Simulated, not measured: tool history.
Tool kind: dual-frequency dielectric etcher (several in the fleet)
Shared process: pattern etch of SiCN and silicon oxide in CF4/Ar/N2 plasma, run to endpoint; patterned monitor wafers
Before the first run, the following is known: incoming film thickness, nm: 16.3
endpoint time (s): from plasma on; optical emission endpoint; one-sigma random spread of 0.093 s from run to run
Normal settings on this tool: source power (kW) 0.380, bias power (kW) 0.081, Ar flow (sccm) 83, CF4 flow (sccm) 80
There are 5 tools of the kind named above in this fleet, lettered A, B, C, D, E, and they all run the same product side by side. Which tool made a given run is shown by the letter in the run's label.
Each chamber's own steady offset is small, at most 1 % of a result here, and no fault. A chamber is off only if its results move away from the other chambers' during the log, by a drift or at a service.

run 1D hour=11.6 | source_power_(kW)=0.380 bias_power_(kW)=0.081 Ar_flow_(sccm)=83 CF4_flow_(sccm)=80 | endpoint_time_(s)=20.096
-- hour=13.0 chamber B: Ar flow controller replaced
run 2B hour=20.5 | source_power_(kW)=0.380 bias_power_(kW)=0.081 Ar_flow_(sccm)=83 CF4_flow_(sccm)=80 | endpoint_time_(s)=20.065
run 3C hour=32.3 | source_power_(kW)=0.380 bias_power_(kW)=0.081 Ar_flow_(sccm)=83 CF4_flow_(sccm)=80 | endpoint_time_(s)=20.233
-- hour=33.2 chamber E: Ar flow controller replaced
run 4A hour=39.5 | source_power_(kW)=0.380 bias_power_(kW)=0.081 Ar_flow_(sccm)=83 CF4_flow_(sccm)=80 | endpoint_time_(s)=20.106
run 5E hour=48.6 | source_power_(kW)=0.380 bias_power_(kW)=0.081 Ar_flow_(sccm)=83 CF4_flow_(sccm)=80 | endpoint_time_(s)=19.967
run 6E hour=60.4 | source_power_(kW)=0.380 bias_power_(kW)=0.081 Ar_flow_(sccm)=83 CF4_flow_(sccm)=80 | endpoint_time_(s)=20.148
run 7D hour=67.1 | source_power_(kW)=0.380 bias_power_(kW)=0.081 Ar_flow_(sccm)=83 CF4_flow_(sccm)=80 | endpoint_time_(s)=20.154
run 8C hour=72.5 | source_power_(kW)=0.380 bias_power_(kW)=0.081 Ar_flow_(sccm)=83 CF4_flow_(sccm)=80 | endpoint_time_(s)=20.165
run 9A hour=81.7 | source_power_(kW)=0.380 bias_power_(kW)=0.081 Ar_flow_(sccm)=83 CF4_flow_(sccm)=80 | endpoint_time_(s)=20.165
run 10B hour=91.4 | source_power_(kW)=0.460 bias_power_(kW)=0.081 Ar_flow_(sccm)=83 CF4_flow_(sccm)=80 | endpoint_time_(s)=16.917
run 11A hour=97.0 | source_power_(kW)=0.460 bias_power_(kW)=0.081 Ar_flow_(sccm)=83 CF4_flow_(sccm)=80 | endpoint_time_(s)=17.096
-- hour=105.7 chamber C: wet clean of the chamber
run 12E hour=106.9 | source_power_(kW)=0.460 bias_power_(kW)=0.081 Ar_flow_(sccm)=83 CF4_flow_(sccm)=80 | endpoint_time_(s)=17.032
run 13B hour=115.4 | source_power_(kW)=0.460 bias_power_(kW)=0.081 Ar_flow_(sccm)=83 CF4_flow_(sccm)=80 | endpoint_time_(s)=16.935
run 14C hour=121.9 | source_power_(kW)=0.460 bias_power_(kW)=0.081 Ar_flow_(sccm)=83 CF4_flow_(sccm)=80 | endpoint_time_(s)=17.161
run 15D hour=131.8 | source_power_(kW)=0.380 bias_power_(kW)=0.081 Ar_flow_(sccm)=83 CF4_flow_(sccm)=80 | endpoint_time_(s)=20.137
-- hour=141.9 chamber C: source power generator calibrated
run 16B hour=142.4 | source_power_(kW)=0.380 bias_power_(kW)=0.081 Ar_flow_(sccm)=83 CF4_flow_(sccm)=80 | endpoint_time_(s)=20.066
run 17C hour=148.8 | source_power_(kW)=0.380 bias_power_(kW)=0.081 Ar_flow_(sccm)=83 CF4_flow_(sccm)=80 | endpoint_time_(s)=20.153
run 18E hour=158.2 | source_power_(kW)=0.380 bias_power_(kW)=0.081 Ar_flow_(sccm)=83 CF4_flow_(sccm)=80 | endpoint_time_(s)=20.254
run 19A hour=167.8 | source_power_(kW)=0.380 bias_power_(kW)=0.081 Ar_flow_(sccm)=83 CF4_flow_(sccm)=80 | endpoint_time_(s)=20.242
run 20D hour=173.7 | source_power_(kW)=0.380 bias_power_(kW)=0.081 Ar_flow_(sccm)=83 CF4_flow_(sccm)=80 | endpoint_time_(s)=20.061
run 21B hour=185.4 | source_power_(kW)=0.380 bias_power_(kW)=0.081 Ar_flow_(sccm)=83 CF4_flow_(sccm)=80 | endpoint_time_(s)=20.172
run 22E hour=195.4 | source_power_(kW)=0.380 bias_power_(kW)=0.081 Ar_flow_(sccm)=83 CF4_flow_(sccm)=80 | endpoint_time_(s)=20.257
run 23C hour=202.0 | source_power_(kW)=0.380 bias_power_(kW)=0.081 Ar_flow_(sccm)=83 CF4_flow_(sccm)=80 | endpoint_time_(s)=20.315
-- hour=208.2 chamber E: wet clean of the chamber
run 24A hour=212.2 | source_power_(kW)=0.380 bias_power_(kW)=0.081 Ar_flow_(sccm)=83 CF4_flow_(sccm)=80 | endpoint_time_(s)=20.080
run 25D hour=222.2 | source_power_(kW)=0.380 bias_power_(kW)=0.081 Ar_flow_(sccm)=83 CF4_flow_(sccm)=80 | endpoint_time_(s)=20.209
run 26E hour=229.0 | source_power_(kW)=0.380 bias_power_(kW)=0.081 Ar_flow_(sccm)=83 CF4_flow_(sccm)=80 | endpoint_time_(s)=20.098
run 27B hour=241.1 | source_power_(kW)=0.380 bias_power_(kW)=0.081 Ar_flow_(sccm)=83 CF4_flow_(sccm)=80 | endpoint_time_(s)=20.017
run 28D hour=249.7 | source_power_(kW)=0.380 bias_power_(kW)=0.081 Ar_flow_(sccm)=83 CF4_flow_(sccm)=80 | endpoint_time_(s)=19.978
run 29A hour=257.4 | source_power_(kW)=0.380 bias_power_(kW)=0.081 Ar_flow_(sccm)=83 CF4_flow_(sccm)=80 | endpoint_time_(s)=20.232
run 30C hour=262.7 | source_power_(kW)=0.380 bias_power_(kW)=0.081 Ar_flow_(sccm)=83 CF4_flow_(sccm)=80 | endpoint_time_(s)=20.186
run 31E hour=273.8 | source_power_(kW)=0.380 bias_power_(kW)=0.081 Ar_flow_(sccm)=83 CF4_flow_(sccm)=80 | endpoint_time_(s)=20.102
run 32C hour=280.4 | source_power_(kW)=0.380 bias_power_(kW)=0.081 Ar_flow_(sccm)=83 CF4_flow_(sccm)=80 | endpoint_time_(s)=20.282
run 33B hour=290.0 | source_power_(kW)=0.380 bias_power_(kW)=0.081 Ar_flow_(sccm)=83 CF4_flow_(sccm)=80 | endpoint_time_(s)=19.883
run 34A hour=299.5 | source_power_(kW)=0.380 bias_power_(kW)=0.081 Ar_flow_(sccm)=83 CF4_flow_(sccm)=80 | endpoint_time_(s)=20.164
run 35D hour=305.7 | source_power_(kW)=0.380 bias_power_(kW)=0.081 Ar_flow_(sccm)=83 CF4_flow_(sccm)=80 | endpoint_time_(s)=20.247
run 36E hour=316.7 | source_power_(kW)=0.380 bias_power_(kW)=0.081 Ar_flow_(sccm)=83 CF4_flow_(sccm)=80 | endpoint_time_(s)=19.995
run 37C hour=328.6 | source_power_(kW)=0.380 bias_power_(kW)=0.081 Ar_flow_(sccm)=83 CF4_flow_(sccm)=80 | endpoint_time_(s)=20.273

Is one chamber off against the others, does the gauge drift, or is nothing wrong? If a chamber is off, say which, and what the likeliest cause is.

Beyond each chamber's small constant offset nothing stands out, and the gauge stays steady.
